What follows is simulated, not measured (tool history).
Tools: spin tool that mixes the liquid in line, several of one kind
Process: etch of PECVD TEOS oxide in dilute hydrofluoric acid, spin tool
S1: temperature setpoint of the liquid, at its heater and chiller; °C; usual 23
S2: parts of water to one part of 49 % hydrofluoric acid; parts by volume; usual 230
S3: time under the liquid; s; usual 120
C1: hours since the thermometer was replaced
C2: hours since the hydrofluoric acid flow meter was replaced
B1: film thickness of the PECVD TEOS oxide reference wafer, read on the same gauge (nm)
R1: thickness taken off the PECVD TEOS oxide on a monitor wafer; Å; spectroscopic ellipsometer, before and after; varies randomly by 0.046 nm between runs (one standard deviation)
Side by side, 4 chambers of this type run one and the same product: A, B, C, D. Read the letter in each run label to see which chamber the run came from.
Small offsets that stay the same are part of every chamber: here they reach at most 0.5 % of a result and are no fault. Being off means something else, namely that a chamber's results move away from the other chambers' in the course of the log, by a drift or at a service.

run,hour,S1,S2,S3,C1,C2,B1,R1
1D,2.6,23,230,120,1649.4,1179.8,90.023,50.58
2A,6.2,23,230,120,265.9,200.2,89.971,50.773
3B,10.7,23,230,120,1416.4,36.6,90.005,49.913
4C,14.3,23,230,120,1815.2,849,89.962,50.814
5C,18.8,23,230,55,1819.7,853.5,90.005,23.172
6B,23.1,23,230,55,1428.8,49,89.987,23.169
7D,27.5,23,230,55,1674.3,1204.7,89.957,22.955
8A,31.6,23,230,55,291.3,225.6,89.974,23.35
9C,35,23,230,120,1835.9,869.7,89.962,49.962
10B,37.5,23,230,120,1443.2,63.4,89.958,49.743
11D,41,23,290,85,1687.8,1218.2,90.014,26.367
12A,44.2,23,290,85,303.9,238.2,90.023,26.673
13A,46.9,23,290,85,306.6,240.9,90.004,26.874
14C,50,23,290,85,1850.9,884.7,90.006,26.875
15D,55.3,23,230,120,1702.1,1232.5,89.985,50.044
16B,60.6,23,305,85,1466.3,86.5,90.025,25.196
17A,63.6,23,305,85,323.3,257.6,90.03,24.685
18B,67.1,23,305,85,1472.8,93,90.053,24.574
19C,71.3,23,305,85,1872.2,906,89.942,25.447
20D,76.4,23,230,120,1723.2,1253.6,90.029,50.498
# hour 81: chamber C: hydrofluoric acid flow meter replaced
21C,81.5,23,230,120,1882.4,0.6,90.006,49.652
22B,85.6,23,230,120,1491.3,111.5,90.043,49.831
23A,88.6,23,230,120,348.3,282.6,89.975,49.731
24D,92.6,23,230,120,1739.4,1269.8,89.99,50.609
25C,97.6,23,230,120,1898.5,16.7,89.988,49.225
26A,102.1,23,230,120,361.8,296.1,89.993,49.877
27D,104.6,23,230,120,1751.4,1281.8,90.049,51.294
28B,109.1,23,230,120,1514.8,135,90.002,50.841
29D,112.1,23,230,120,1758.9,1289.3,90.029,51.47
30A,116.5,23,230,120,376.2,310.5,90.012,50.48
31B,119.4,23,230,120,1525.1,145.3,89.994,50.085
32C,122.9,23,230,120,1923.8,42,89.967,50.378
33D,125.9,23,160,155,1772.7,1303.1,89.965,103.81
34B,130.9,23,160,155,1536.6,156.8,90.033,99.936
35A,133.6,23,160,155,393.3,327.6,89.992,100.97
36C,138.4,23,160,155,1939.3,57.5,90.047,99.538
37B,143,23,230,170,1548.7,168.9,90.024,71.303
38D,147.5,23,230,170,1794.3,1324.7,90.027,74.354
39C,150,23,230,170,1950.9,69.1,89.986,69.905
40A,152.9,23,230,170,412.6,346.9,90.047,70.399
41D,156.5,23,230,120,1803.3,1333.7,89.966,52.727
42A,159.6,23,230,120,419.3,353.6,89.969,50.759
43B,162,23,230,120,1567.7,187.9,90.027,49.79

Each of the 4 chambers runs these same settings next. Fill in every chamber's results:
44A,165.9,23,230,120,,,,?
44B,165.9,23,230,120,,,,?
44C,165.9,23,230,120,,,,?
44D,165.9,23,230,120,,,,?

run,R1
44A,49.72
44B,49.347
44C,49.541
44D,53.488
